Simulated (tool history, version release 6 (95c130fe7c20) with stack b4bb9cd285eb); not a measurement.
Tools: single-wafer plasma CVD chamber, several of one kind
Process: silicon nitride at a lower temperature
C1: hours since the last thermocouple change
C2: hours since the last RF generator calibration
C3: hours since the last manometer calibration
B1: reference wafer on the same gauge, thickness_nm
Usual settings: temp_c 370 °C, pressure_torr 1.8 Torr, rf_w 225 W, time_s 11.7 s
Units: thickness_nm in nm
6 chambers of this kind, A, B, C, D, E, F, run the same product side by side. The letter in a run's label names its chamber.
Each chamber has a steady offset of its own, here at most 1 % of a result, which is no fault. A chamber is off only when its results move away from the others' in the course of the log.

{"run": "1A", "hour": 6.6, "temp_c": 370, "pressure_torr": 1.8, "rf_w": 225, "time_s": 11.7, "C1": 713.6, "C2": 2134.4, "C3": 1139.3, "B1": 10.493, "thickness_nm": 11.48}
{"run": "2E", "hour": 12.7, "temp_c": 370, "pressure_torr": 1.8, "rf_w": 225, "time_s": 11.7, "C1": 1621.3, "C2": 1668, "C3": 2106.8, "B1": 10.508, "thickness_nm": 11.63}
{"run": "3C", "hour": 16.4, "temp_c": 370, "pressure_torr": 1.8, "rf_w": 225, "time_s": 11.7, "C1": 776.9, "C2": 1840.4, "C3": 2312.3, "B1": 10.505, "thickness_nm": 11.482}
{"run": "4D", "hour": 20.2, "temp_c": 370, "pressure_torr": 1.8, "rf_w": 225, "time_s": 11.7, "C1": 1662.2, "C2": 1536.1, "C3": 990.5, "B1": 10.5, "thickness_nm": 11.457}
{"run": "5F", "hour": 23.5, "temp_c": 370, "pressure_torr": 1.8, "rf_w": 225, "time_s": 11.7, "C1": 176.5, "C2": 1642.3, "C3": 219.4, "B1": 10.496, "thickness_nm": 11.43}
{"run": "6B", "hour": 26.5, "temp_c": 370, "pressure_torr": 1.8, "rf_w": 225, "time_s": 11.7, "C1": 1399.4, "C2": 2566.1, "C3": 539.4, "B1": 10.493, "thickness_nm": 11.671}
{"run": "7F", "hour": 33.2, "temp_c": 370, "pressure_torr": 1.8, "rf_w": 225, "time_s": 11.7, "C1": 186.2, "C2": 1652, "C3": 229.1, "B1": 10.501, "thickness_nm": 11.444}
{"run": "8B", "hour": 39.4, "temp_c": 370, "pressure_torr": 1.8, "rf_w": 225, "time_s": 11.7, "C1": 1412.3, "C2": 2579, "C3": 552.3, "B1": 10.496, "thickness_nm": 11.693}
{"run": "9A", "hour": 44.1, "temp_c": 370, "pressure_torr": 1.8, "rf_w": 225, "time_s": 11.7, "C1": 751.1, "C2": 2171.9, "C3": 1176.8, "B1": 10.504, "thickness_nm": 11.483}
{"run": "10C", "hour": 48.3, "temp_c": 370, "pressure_torr": 1.8, "rf_w": 225, "time_s": 11.7, "C1": 808.8, "C2": 1872.3, "C3": 2344.2, "B1": 10.498, "thickness_nm": 11.417}
{"hour": 51.5, "done": "chamber A: RF generator calibrated"}
{"run": "11E", "hour": 53.1, "temp_c": 370, "pressure_torr": 1.64, "rf_w": 225, "time_s": 11.7, "C1": 1661.7, "C2": 1708.4, "C3": 2147.2, "B1": 10.51, "thickness_nm": 11.32}
{"run": "12D", "hour": 59.4, "temp_c": 370, "pressure_torr": 1.64, "rf_w": 225, "time_s": 11.7, "C1": 1701.4, "C2": 1575.3, "C3": 1029.7, "B1": 10.501, "thickness_nm": 11.236}
{"run": "13A", "hour": 64.4, "temp_c": 370, "pressure_torr": 1.64, "rf_w": 225, "time_s": 11.7, "C1": 771.4, "C2": 12.9, "C3": 1197.1, "B1": 10.504, "thickness_nm": 11.207}
{"run": "14E", "hour": 67.5, "temp_c": 370, "pressure_torr": 1.64, "rf_w": 225, "time_s": 11.7, "C1": 1676.1, "C2": 1722.8, "C3": 2161.6, "B1": 10.504, "thickness_nm": 11.269}
{"run": "15C", "hour": 73.6, "temp_c": 370, "pressure_torr": 1.64, "rf_w": 225, "time_s": 11.7, "C1": 834.1, "C2": 1897.6, "C3": 2369.5, "B1": 10.489, "thickness_nm": 11.185}
{"hour": 75.5, "done": "chamber B: RF generator calibrated"}
{"run": "16D", "hour": 80.1, "temp_c": 370, "pressure_torr": 1.64, "rf_w": 225, "time_s": 11.7, "C1": 1722.1, "C2": 1596, "C3": 1050.4, "B1": 10.504, "thickness_nm": 11.2}
{"run": "17F", "hour": 84.7, "temp_c": 370, "pressure_torr": 1.8, "rf_w": 225, "time_s": 11.7, "C1": 237.7, "C2": 1703.5, "C3": 280.6, "B1": 10.494, "thickness_nm": 11.4}
{"run": "18B", "hour": 89.7, "temp_c": 370, "pressure_torr": 1.37, "rf_w": 210, "time_s": 11.7, "C1": 1462.6, "C2": 14.2, "C3": 602.6, "B1": 10.497, "thickness_nm": 10.267}
{"run": "19D", "hour": 95.5, "temp_c": 370, "pressure_torr": 1.37, "rf_w": 210, "time_s": 11.7, "C1": 1737.5, "C2": 1611.4, "C3": 1065.8, "B1": 10.5, "thickness_nm": 10.077}
{"run": "20E", "hour": 100.2, "temp_c": 370, "pressure_torr": 1.37, "rf_w": 210, "time_s": 11.7, "C1": 1708.8, "C2": 1755.5, "C3": 2194.3, "B1": 10.506, "thickness_nm": 10.137}
{"run": "21A", "hour": 104.0, "temp_c": 370, "pressure_torr": 1.37, "rf_w": 210, "time_s": 11.7, "C1": 811, "C2": 52.5, "C3": 1236.7, "B1": 10.491, "thickness_nm": 10.1}
{"run": "22C", "hour": 108.7, "temp_c": 370, "pressure_torr": 1.37, "rf_w": 210, "time_s": 11.7, "C1": 869.2, "C2": 1932.7, "C3": 2404.6, "B1": 10.498, "thickness_nm": 10.1}
{"run": "23F", "hour": 113.1, "temp_c": 370, "pressure_torr": 1.37, "rf_w": 210, "time_s": 11.7, "C1": 266.1, "C2": 1731.9, "C3": 309, "B1": 10.503, "thickness_nm": 10.118}
{"run": "24B", "hour": 118.8, "temp_c": 370, "pressure_torr": 1.8, "rf_w": 225, "time_s": 11.7, "C1": 1491.7, "C2": 43.3, "C3": 631.7, "B1": 10.498, "thickness_nm": 11.665}
{"run": "25F", "hour": 124.9, "temp_c": 370, "pressure_torr": 1.8, "rf_w": 225, "time_s": 11.7, "C1": 277.9, "C2": 1743.7, "C3": 320.8, "B1": 10.499, "thickness_nm": 11.443}
{"run": "26E", "hour": 129.7, "temp_c": 370, "pressure_torr": 1.8, "rf_w": 225, "time_s": 11.7, "C1": 1738.3, "C2": 1785, "C3": 2223.8, "B1": 10.492, "thickness_nm": 11.596}
{"run": "27D", "hour": 132.9, "temp_c": 370, "pressure_torr": 1.8, "rf_w": 225, "time_s": 11.7, "C1": 1774.9, "C2": 1648.8, "C3": 1103.2, "B1": 10.5, "thickness_nm": 11.476}
{"run": "28B", "hour": 138.3, "temp_c": 370, "pressure_torr": 2.05, "rf_w": 225, "time_s": 11.7, "C1": 1511.2, "C2": 62.8, "C3": 651.2, "B1": 10.507, "thickness_nm": 12.051}
{"run": "29A", "hour": 143.7, "temp_c": 370, "pressure_torr": 2.05, "rf_w": 225, "time_s": 11.7, "C1": 850.7, "C2": 92.2, "C3": 1276.4, "B1": 10.502, "thickness_nm": 11.862}
{"run": "30C", "hour": 149.7, "temp_c": 370, "pressure_torr": 2.05, "rf_w": 225, "time_s": 11.7, "C1": 910.2, "C2": 1973.7, "C3": 2445.6, "B1": 10.496, "thickness_nm": 11.805}
{"run": "31B", "hour": 153.7, "temp_c": 370, "pressure_torr": 2.05, "rf_w": 225, "time_s": 11.7, "C1": 1526.6, "C2": 78.2, "C3": 666.6, "B1": 10.496, "thickness_nm": 12.085}
{"run": "32D", "hour": 156.7, "temp_c": 370, "pressure_torr": 2.05, "rf_w": 225, "time_s": 11.7, "C1": 1798.7, "C2": 1672.6, "C3": 1127, "B1": 10.505, "thickness_nm": 11.991}
{"run": "33C", "hour": 161.0, "temp_c": 370, "pressure_torr": 2.05, "rf_w": 225, "time_s": 11.7, "C1": 921.5, "C2": 1985, "C3": 2456.9, "B1": 10.505, "thickness_nm": 11.911}
{"run": "34F", "hour": 166.2, "temp_c": 370, "pressure_torr": 1.8, "rf_w": 225, "time_s": 11.7, "C1": 319.2, "C2": 1785, "C3": 362.1, "B1": 10.499, "thickness_nm": 11.382}
{"hour": 168.2, "done": "chamber E: RF generator calibrated"}
{"run": "35A", "hour": 171.7, "temp_c": 370, "pressure_torr": 1.8, "rf_w": 225, "time_s": 11.7, "C1": 878.7, "C2": 120.2, "C3": 1304.4, "B1": 10.506, "thickness_nm": 11.534}
{"run": "36E", "hour": 176.8, "temp_c": 370, "pressure_torr": 1.8, "rf_w": 265, "time_s": 10.1, "C1": 1785.4, "C2": 8.7, "C3": 2270.9, "B1": 10.495, "thickness_nm": 11.297}
{"run": "37D", "hour": 181.1, "temp_c": 370, "pressure_torr": 1.8, "rf_w": 265, "time_s": 10.1, "C1": 1823.1, "C2": 1697, "C3": 1151.4, "B1": 10.497, "thickness_nm": 11.136}

Is one chamber off against the others, does the gauge drift, or is nothing wrong? If a chamber is off, say which, and what the likeliest cause is.

No chamber stands off beyond its own small offset, and the gauge holds steady.
